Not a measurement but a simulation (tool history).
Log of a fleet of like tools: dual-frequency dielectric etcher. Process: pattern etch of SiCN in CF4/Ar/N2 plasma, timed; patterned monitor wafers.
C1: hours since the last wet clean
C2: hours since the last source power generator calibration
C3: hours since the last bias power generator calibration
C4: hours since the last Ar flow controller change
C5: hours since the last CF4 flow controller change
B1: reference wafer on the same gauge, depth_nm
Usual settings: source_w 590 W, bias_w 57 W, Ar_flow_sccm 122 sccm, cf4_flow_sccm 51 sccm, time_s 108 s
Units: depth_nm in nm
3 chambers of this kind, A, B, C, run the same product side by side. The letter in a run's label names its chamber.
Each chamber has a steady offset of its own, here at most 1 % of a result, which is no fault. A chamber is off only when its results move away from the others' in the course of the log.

Run 1B, hour 6.4: usual settings; C1 429.2; C2 2309.1; C3 1820.6; C4 1129.2; C5 39.3; B1 80.752. Result: depth_nm 99.841 nm.
Run 2A, hour 11.9: usual settings; C1 120.9; C2 84.2; C3 1348.4; C4 1317.9; C5 463.6; B1 80.802. Result: depth_nm 100.68 nm.
Run 3C, hour 21.3: usual settings; C1 353.3; C2 1138.5; C3 1739.4; C4 960.2; C5 2439.7; B1 80.835. Result: depth_nm 99.017 nm.
Run 4A, hour 32.8: usual settings; C1 141.8; C2 105.1; C3 1369.3; C4 1338.8; C5 484.5; B1 80.862. Result: depth_nm 100.58 nm.
Run 5B, hour 44.6: usual settings; C1 467.4; C2 2347.3; C3 1858.8; C4 1167.4; C5 77.5; B1 80.799. Result: depth_nm 99.849 nm.
At hour 49.5: chamber B: bias power generator calibrated.
Run 6C, hour 53: usual settings but bias_w 62 W; C1 385; C2 1170.2; C3 1771.1; C4 991.9; C5 2471.4; B1 80.824. Result: depth_nm 101.93 nm.
Run 7A, hour 65.1: usual settings but bias_w 62 W; C1 174.1; C2 137.4; C3 1401.6; C4 1371.1; C5 516.8; B1 80.762. Result: depth_nm 103.21 nm.
At hour 66.4: chamber C: wet clean of the chamber.
Run 8C, hour 75.8: usual settings but bias_w 62 W; C1 9.5; C2 1193; C3 1793.9; C4 1014.7; C5 2494.2; B1 80.734. Result: depth_nm 102.3 nm.
Run 9B, hour 85.9: usual settings; C1 508.7; C2 2388.6; C3 36.5; C4 1208.7; C5 118.8; B1 80.832. Result: depth_nm 100.18 nm.
Run 10A, hour 97.3: usual settings; C1 206.3; C2 169.6; C3 1433.8; C4 1403.3; C5 549; B1 80.833. Result: depth_nm 101.02 nm.
Run 11C, hour 109: usual settings; C1 42.7; C2 1226.2; C3 1827.1; C4 1047.9; C5 2527.4; B1 80.793. Result: depth_nm 99.258 nm.
Run 12B, hour 117.7: usual settings; C1 540.5; C2 2420.4; C3 68.3; C4 1240.5; C5 150.6; B1 80.776. Result: depth_nm 98.935 nm.
Run 13C, hour 128.7: usual settings; C1 62.4; C2 1245.9; C3 1846.8; C4 1067.6; C5 2547.1; B1 80.841. Result: depth_nm 98.786 nm.
Run 14A, hour 136.2: usual settings; C1 245.2; C2 208.5; C3 1472.7; C4 1442.2; C5 587.9; B1 80.799. Result: depth_nm 99.998 nm.
Run 15B, hour 143.1: usual settings; C1 565.9; C2 2445.8; C3 93.7; C4 1265.9; C5 176; B1 80.73. Result: depth_nm 99.662 nm.
Run 16A, hour 153.8: usual settings; C1 262.8; C2 226.1; C3 1490.3; C4 1459.8; C5 605.5; B1 80.873. Result: depth_nm 100.07 nm.
Run 17B, hour 162.3: usual settings; C1 585.1; C2 2465; C3 112.9; C4 1285.1; C5 195.2; B1 80.802. Result: depth_nm 99.852 nm.
Run 18C, hour 172.6: usual settings; C1 106.3; C2 1289.8; C3 1890.7; C4 1111.5; C5 2591; B1 80.762. Result: depth_nm 98.574 nm.
Run 19C, hour 182.8: usual settings; C1 116.5; C2 1300; C3 1900.9; C4 1121.7; C5 2601.2; B1 80.802. Result: depth_nm 98.878 nm.
Run 20A, hour 190.8: usual settings; C1 299.8; C2 263.1; C3 1527.3; C4 1496.8; C5 642.5; B1 80.808. Result: depth_nm 100.27 nm.
Run 21B, hour 203.4: usual settings; C1 626.2; C2 2506.1; C3 154; C4 1326.2; C5 236.3; B1 80.906. Result: depth_nm 100.1 nm.
Run 22C, hour 211.8: usual settings; C1 145.5; C2 1329; C3 1929.9; C4 1150.7; C5 2630.2; B1 80.774. Result: depth_nm 98.924 nm.
Run 23B, hour 224.1: usual settings; C1 646.9; C2 2526.8; C3 174.7; C4 1346.9; C5 257; B1 80.803. Result: depth_nm 100.25 nm.
At hour 224.4: chamber A: wet clean of the chamber.
Run 24A, hour 234.2: usual settings; C1 9.8; C2 306.5; C3 1570.7; C4 1540.2; C5 685.9; B1 80.901. Result: depth_nm 96.882 nm.
Run 25C, hour 240.2: usual settings; C1 173.9; C2 1357.4; C3 1958.3; C4 1179.1; C5 2658.6; B1 80.838. Result: depth_nm 99.508 nm.
At hour 251.9: chamber B: wet clean of the chamber.
Run 26A, hour 252.7: usual settings; C1 28.3; C2 325; C3 1589.2; C4 1558.7; C5 704.4; B1 80.87. Result: depth_nm 96.481 nm.
Run 27B, hour 261.6: usual settings; C1 9.7; C2 2564.3; C3 212.2; C4 1384.4; C5 294.5; B1 80.781. Result: depth_nm 99.757 nm.
Run 28B, hour 268.2: usual settings; C1 16.3; C2 2570.9; C3 218.8; C4 1391; C5 301.1; B1 80.79. Result: depth_nm 100.24 nm.
Run 29C, hour 277.3: usual settings; C1 211; C2 1394.5; C3 1995.4; C4 1216.2; C5 2695.7; B1 80.763. Result: depth_nm 99.316 nm.
Run 30A, hour 287.1: usual settings; C1 62.7; C2 359.4; C3 1623.6; C4 1593.1; C5 738.8; B1 80.879. Result: depth_nm 97.221 nm.
Run 31A, hour 294.3: usual settings; C1 69.9; C2 366.6; C3 1630.8; C4 1600.3; C5 746; B1 80.856. Result: depth_nm 97.038 nm.
Run 32C, hour 302: usual settings; C1 235.7; C2 1419.2; C3 2020.1; C4 1240.9; C5 2720.4; B1 80.756. Result: depth_nm 99.264 nm.
Run 33B, hour 313.2: usual settings; C1 61.3; C2 2615.9; C3 263.8; C4 1436; C5 346.1; B1 80.821. Result: depth_nm 99.964 nm.
Run 34C, hour 322.1: usual settings; C1 255.8; C2 1439.3; C3 2040.2; C4 1261; C5 2740.5; B1 80.774. Result: depth_nm 98.779 nm.
Run 35A, hour 327.6: usual settings; C1 103.2; C2 399.9; C3 1664.1; C4 1633.6; C5 779.3; B1 80.84. Result: depth_nm 97.132 nm.
Run 36B, hour 335.8: usual settings; C1 83.9; C2 2638.5; C3 286.4; C4 1458.6; C5 368.7; B1 80.761. Result: depth_nm 99.884 nm.
Run 37A, hour 346.6: usual settings; C1 122.2; C2 418.9; C3 1683.1; C4 1652.6; C5 798.3; B1 80.808. Result: depth_nm 96.428 nm.
Run 38B, hour 352.4: usual settings; C1 100.5; C2 2655.1; C3 303; C4 1475.2; C5 385.3; B1 80.763. Result: depth_nm 100.04 nm.

Is one chamber off against the others, does the gauge drift, or is nothing wrong? If a chamber is off, say which, and what the likeliest cause is.

A service left chamber A off against the others.
Cause: etch rate under this chamber's usual, % = 3.23.

Here are 4 candidates for chamber A's next run, each the usual settings with a change, their results left as question marks. Which one brings its results back in line with what the others give on the usual settings?
In line means no further than this from the other chambers' mean on the usual settings: depth_nm 1.2 nm
Run 39A-1, hour 361.4: usual settings but time_s 111 s. Result: depth_nm ?.
Run 39A-2, hour 361.4: usual settings but source_w 600 W, time_s 111.5 s. Result: depth_nm ?.
Run 39A-3, hour 361.4: usual settings but time_s 105.5 s. Result: depth_nm ?.
Run 39A-4, hour 361.4: usual settings but source_w 560 W, Ar_flow_sccm 123 sccm. Result: depth_nm ?.

The other chambers' mean on the usual settings: depth_nm 99.509 nm
  run  depth_nm
39A-1    99.778
39A-2    101.73
39A-3    94.834
39A-4    92.566
39A-1 brings the chamber back in line.

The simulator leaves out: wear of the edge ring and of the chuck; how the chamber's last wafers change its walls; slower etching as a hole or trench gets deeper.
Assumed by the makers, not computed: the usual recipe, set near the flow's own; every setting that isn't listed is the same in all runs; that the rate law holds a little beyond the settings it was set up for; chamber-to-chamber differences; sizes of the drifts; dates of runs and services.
